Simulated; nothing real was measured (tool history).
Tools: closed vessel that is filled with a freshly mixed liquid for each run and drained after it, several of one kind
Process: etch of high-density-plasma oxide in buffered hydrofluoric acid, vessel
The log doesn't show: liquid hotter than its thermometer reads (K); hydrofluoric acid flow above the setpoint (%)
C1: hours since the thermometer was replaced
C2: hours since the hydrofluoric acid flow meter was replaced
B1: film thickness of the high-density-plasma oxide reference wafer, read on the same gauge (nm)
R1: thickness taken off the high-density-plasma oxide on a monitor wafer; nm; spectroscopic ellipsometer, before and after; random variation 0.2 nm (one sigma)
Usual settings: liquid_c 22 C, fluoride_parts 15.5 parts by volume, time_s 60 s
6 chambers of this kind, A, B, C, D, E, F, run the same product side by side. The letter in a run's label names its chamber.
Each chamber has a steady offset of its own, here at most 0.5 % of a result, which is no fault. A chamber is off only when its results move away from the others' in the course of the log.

run 1E hour=10.9 | liquid_c=22 fluoride_parts=15.5 time_s=60 | C1=441.7 C2=626.7 | B1=40.008 | R1=54.767
run 2A hour=22.3 | liquid_c=22 fluoride_parts=15.5 time_s=60 | C1=467.6 C2=1152.3 | B1=39.963 | R1=54.426
run 3D hour=37.2 | liquid_c=22 fluoride_parts=15.5 time_s=60 | C1=53.0 C2=949.9 | B1=39.981 | R1=54.726
run 4B hour=51.0 | liquid_c=22 fluoride_parts=15.5 time_s=60 | C1=706.9 C2=228.9 | B1=39.991 | R1=54.955
run 5C hour=61.6 | liquid_c=22 fluoride_parts=15.5 time_s=60 | C1=1396.0 C2=375.7 | B1=39.987 | R1=54.386
run 6F hour=69.3 | liquid_c=22 fluoride_parts=15.5 time_s=60 | C1=1120.1 C2=197.8 | B1=39.989 | R1=54.781
run 7A hour=81.6 | liquid_c=22 fluoride_parts=15.5 time_s=60 | C1=526.9 C2=1211.6 | B1=39.968 | R1=54.309
run 8D hour=96.5 | liquid_c=22 fluoride_parts=15.5 time_s=60 | C1=112.3 C2=1009.2 | B1=40.014 | R1=54.304
run 9F hour=104.2 | liquid_c=22 fluoride_parts=18.5 time_s=75 | C1=1155.0 C2=232.7 | B1=39.989 | R1=57.077
run 10C hour=119.3 | liquid_c=22 fluoride_parts=18.5 time_s=75 | C1=1453.7 C2=433.4 | B1=39.967 | R1=57.465
run 11B hour=131.1 | liquid_c=22 fluoride_parts=18.5 time_s=75 | C1=787.0 C2=309.0 | B1=40.008 | R1=56.860
run 12E hour=140.0 | liquid_c=22 fluoride_parts=18.5 time_s=75 | C1=570.8 C2=755.8 | B1=39.958 | R1=57.119
run 13E hour=152.7 | liquid_c=22 fluoride_parts=18.5 time_s=75 | C1=583.5 C2=768.5 | B1=39.984 | R1=57.541
run 14B hour=167.5 | liquid_c=22 fluoride_parts=18.5 time_s=75 | C1=823.4 C2=345.4 | B1=40.014 | R1=57.146
run 15D hour=183.7 | liquid_c=22 fluoride_parts=15.5 time_s=60 | C1=199.5 C2=1096.4 | B1=39.985 | R1=54.179
run 16C hour=198.4 | liquid_c=22 fluoride_parts=15.5 time_s=60 | C1=1532.8 C2=512.5 | B1=39.996 | R1=55.531
run 17F hour=205.8 | liquid_c=22 fluoride_parts=15.5 time_s=60 | C1=1256.6 C2=334.3 | B1=39.991 | R1=54.660
run 18A hour=216.4 | liquid_c=22 fluoride_parts=15.5 time_s=60 | C1=661.7 C2=1346.4 | B1=39.995 | R1=54.859
-- hour=219.8 chamber B: hydrofluoric acid flow meter replaced
run 19A hour=225.1 | liquid_c=22 fluoride_parts=15.5 time_s=60 | C1=670.4 C2=1355.1 | B1=40.015 | R1=54.959
run 20B hour=238.2 | liquid_c=22 fluoride_parts=15.5 time_s=60 | C1=894.1 C2=18.4 | B1=40.050 | R1=54.713
run 21F hour=247.9 | liquid_c=22 fluoride_parts=15.5 time_s=60 | C1=1298.7 C2=376.4 | B1=40.043 | R1=54.042
run 22D hour=258.5 | liquid_c=22 fluoride_parts=15.5 time_s=60 | C1=274.3 C2=1171.2 | B1=40.013 | R1=54.268
run 23C hour=273.2 | liquid_c=22 fluoride_parts=15.5 time_s=60 | C1=1607.6 C2=587.3 | B1=39.994 | R1=55.508
run 24E hour=282.7 | liquid_c=22 fluoride_parts=15.5 time_s=60 | C1=713.5 C2=898.5 | B1=40.059 | R1=54.421
run 25B hour=297.3 | liquid_c=22 fluoride_parts=12.0 time_s=60 | C1=953.2 C2=77.5 | B1=40.038 | R1=69.844
-- hour=305.4 chamber E: thermometer replaced
run 26F hour=306.2 | liquid_c=22 fluoride_parts=12.0 time_s=60 | C1=1357.0 C2=434.7 | B1=39.986 | R1=69.851
run 27C hour=317.7 | liquid_c=22 fluoride_parts=12.0 time_s=60 | C1=1652.1 C2=631.8 | B1=40.032 | R1=72.214
run 28D hour=327.1 | liquid_c=22 fluoride_parts=12.0 time_s=60 | C1=342.9 C2=1239.8 | B1=39.961 | R1=69.594
run 29E hour=339.4 | liquid_c=22 fluoride_parts=12.0 time_s=60 | C1=34.0 C2=955.2 | B1=40.019 | R1=70.735
-- hour=350.6 chamber E: hydrofluoric acid flow meter replaced
-- hour=355.5 chamber C: thermometer replaced
run 30A hour=355.5 | liquid_c=22 fluoride_parts=12.0 time_s=60 | C1=800.8 C2=1485.5 | B1=39.983 | R1=70.447
run 31A hour=366.6 | liquid_c=22 fluoride_parts=15.5 time_s=75 | C1=811.9 C2=1496.6 | B1=39.997 | R1=68.282
run 32C hour=374.7 | liquid_c=22 fluoride_parts=15.5 time_s=75 | C1=19.3 C2=688.8 | B1=39.993 | R1=70.949
run 33F hour=388.0 | liquid_c=22 fluoride_parts=15.5 time_s=75 | C1=1438.8 C2=516.5 | B1=39.999 | R1=67.928
run 34B hour=402.7 | liquid_c=22 fluoride_parts=15.5 time_s=75 | C1=1058.6 C2=182.9 | B1=39.943 | R1=67.904
run 35E hour=417.7 | liquid_c=22 fluoride_parts=15.5 time_s=75 | C1=112.3 C2=67.2 | B1=40.018 | R1=68.215
run 36D hour=425.2 | liquid_c=22 fluoride_parts=15.5 time_s=75 | C1=441.0 C2=1337.9 | B1=40.027 | R1=67.997
run 37A hour=436.6 | liquid_c=22 fluoride_parts=15.5 time_s=60 | C1=881.9 C2=1566.6 | B1=40.004 | R1=54.670
run 38B hour=447.2 | liquid_c=22 fluoride_parts=15.5 time_s=60 | C1=1103.1 C2=227.4 | B1=40.009 | R1=54.393
run 39F hour=457.0 | liquid_c=22 fluoride_parts=15.5 time_s=60 | C1=1507.8 C2=585.5 | B1=39.995 | R1=54.484
run 40C hour=465.3 | liquid_c=22 fluoride_parts=15.5 time_s=60 | C1=109.9 C2=779.4 | B1=40.074 | R1=57.483

What goes on in this fleet: one chamber off, a drifting gauge, or nothing beyond the chambers' own small offsets? Name the chamber and the cause, if any.

Chamber C drifts away from the others.
Cause: hydrofluoric acid flow above the setpoint (%) = 5.6.

Here are 4 candidates for chamber C's next run, each the usual settings with a change, their results left as question marks. Which one brings its results back in line with what the others give on the usual settings?
In line means no further than this from the other chambers' mean on the usual settings: R1 0.720 nm
run 41C-1 hour=477.0 | liquid_c=22.5 fluoride_parts=15.5 time_s=60 | R1=?
run 41C-2 hour=477.0 | liquid_c=21.0 fluoride_parts=15.5 time_s=60 | R1=?
run 41C-3 hour=477.0 | liquid_c=22.0 fluoride_parts=16.0 time_s=60 | R1=?
run 41C-4 hour=477.0 | liquid_c=23.0 fluoride_parts=15.5 time_s=60 | R1=?

The other chambers' mean on the usual settings: R1 54.523 nm
run=41C-1 R1=59.098
run=41C-2 R1=54.384
run=41C-3 R1=55.720
run=41C-4 R1=60.748
41C-2 brings the chamber back in line.

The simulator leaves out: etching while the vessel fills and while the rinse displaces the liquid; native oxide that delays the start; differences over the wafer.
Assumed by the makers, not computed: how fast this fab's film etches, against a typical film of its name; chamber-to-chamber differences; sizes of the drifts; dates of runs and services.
